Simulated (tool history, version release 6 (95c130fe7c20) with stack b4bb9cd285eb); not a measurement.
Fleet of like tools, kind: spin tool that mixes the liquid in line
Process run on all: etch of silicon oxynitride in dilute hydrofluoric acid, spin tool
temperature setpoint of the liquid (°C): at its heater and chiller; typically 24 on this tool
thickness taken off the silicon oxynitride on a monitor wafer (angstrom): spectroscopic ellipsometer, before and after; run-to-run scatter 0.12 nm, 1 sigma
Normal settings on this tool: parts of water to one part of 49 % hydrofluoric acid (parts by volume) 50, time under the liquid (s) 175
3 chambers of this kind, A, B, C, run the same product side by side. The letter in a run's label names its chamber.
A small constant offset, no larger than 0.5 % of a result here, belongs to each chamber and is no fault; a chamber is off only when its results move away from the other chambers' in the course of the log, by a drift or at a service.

run	hour	temperature setpoint of the liquid (°C)	parts of water to one part of 49 % hydrofluoric acid (parts by volume)	time under the liquid (s)	hours since the thermometer was replaced	hours since the hydrofluoric acid flow meter was replaced	read-back film thickness of the silicon oxynitride reference wafer, read on the same gauge (nm)	thickness taken off the silicon oxynitride on a monitor wafer (angstrom)
1A	2.6	24	50	175	393.2	1153.8	30.033	161.32
2B	4.7	24	50	175	1076.3	539.3	30.003	161.37
3C	6.9	24	50	175	522.3	575.9	30	161.1
4C	11.6	24	50	175	527	580.6	29.992	161.6
5B	14.7	19	65	175	1086.3	549.3	29.952	97.735
6A	19.2	19	65	175	409.8	1170.4	30.008	96.097
7C	21.5	19	65	175	536.9	590.5	29.948	95.416
8A	25.1	24	50	175	415.7	1176.3	30.028	164.93
9B	29.4	24	50	175	1101	564	29.99	163.06
10C	34	24	50	175	549.4	603	29.972	165.86
11A	38.4	24	50	175	429	1189.6	29.986	164.97
12B	42.8	24	50	175	1114.4	577.4	29.997	160.94
13B	46	24	50	175	1117.6	580.6	29.978	161.65
14A	50.6	19	30	175	441.2	1201.8	30.014	210.45
15C	55.2	19	30	175	570.6	624.2	30.011	216.14
16C	59.4	19	30	175	574.8	628.4	29.985	217.12
17A	61.9	24	50	175	452.5	1213.1	30.027	161.18
18B	64.7	24	50	175	1136.3	599.3	29.993	162.47
19A	68.9	24	50	175	459.5	1220.1	30.018	162.59
20C	72.3	24	50	175	587.7	641.3	30.019	163.33
21B	75.5	24	50	175	1147.1	610.1	30.017	163.84
22A	77.9	24	50	175	468.5	1229.1	30.01	161.68
23B	80.7	24	50	175	1152.3	615.3	29.985	163.55
24C	84.9	24	50	175	600.3	653.9	29.964	165.06
25B	89.1	24	50	175	1160.7	623.7	29.96	164.68
26C	91.4	24	50	175	606.8	660.4	30.01	168.1
27A	95.8	24	50	175	486.4	1247	30.022	162.8
28C	98.6	24	50	175	614	667.6	30.02	168.02
29B	101.4	27.5	50	175	1173	636	29.994	193.52
30A	104.8	27.5	50	175	495.4	1256	29.924	191.35
31A	107.6	27.5	50	175	498.2	1258.8	29.986	192.72
32B	110.3	24	50	175	1181.9	644.9	30.02	162.28
33C	114.5	24	50	175	629.9	683.5	30.063	167.84
34B	119	24	50	175	1190.6	653.6	30.015	163.87
35C	122.6	24	50	175	638	691.6	30.05	167.4
36A	126.8	24	50	175	517.4	1278	29.983	162.92
37A	128.8	24	50	175	519.4	1280	30.003	161.69
38C	131.7	24	50	175	647.1	700.7	29.985	168.93
39B	134.8	24	50	175	1206.4	669.4	30.006	161.42
40C	138.4	24	50	175	653.8	707.4	29.953	168.76
41A	141.1	24	50	175	531.7	1292.3	29.995	162.95

Decide between three cases: one chamber stands off from its peers, the gauge reading all wafers drifts, or nothing is wrong past each chamber's small offset. Where a chamber is off, say which and what most likely put it there.

It is chamber C that slowly wanders off from its peers.
Likeliest cause: hydrofluoric acid flow above the setpoint (%) = 4.72.
The log may not separate it from: liquid hotter than its thermometer reads (K).

Below are 4 candidate recipes for chamber C's next run, each the usual settings with a change, their results shown as question marks. Which of them brings C's results back in line with what the other chambers give on the usual settings?
Allowed miss from the other chambers' usual-settings mean, per result, to count as in line: thickness taken off the silicon oxynitride on a monitor wafer (angstrom) 4.2
42C-1	144.5	24	50	160				?
42C-2	144.5	25	50	175				?
42C-3	144.5	23	50	175				?
42C-4	144.5	24	50	190				?

The other chambers' mean on the usual settings: thickness taken off the silicon oxynitride on a monitor wafer (angstrom) 162.55
run	thickness taken off the silicon oxynitride on a monitor wafer (angstrom)
42C-1	154.86
42C-2	177.73
42C-3	161.27
42C-4	183.89
It is 42C-3 that realigns the chamber with its peers.
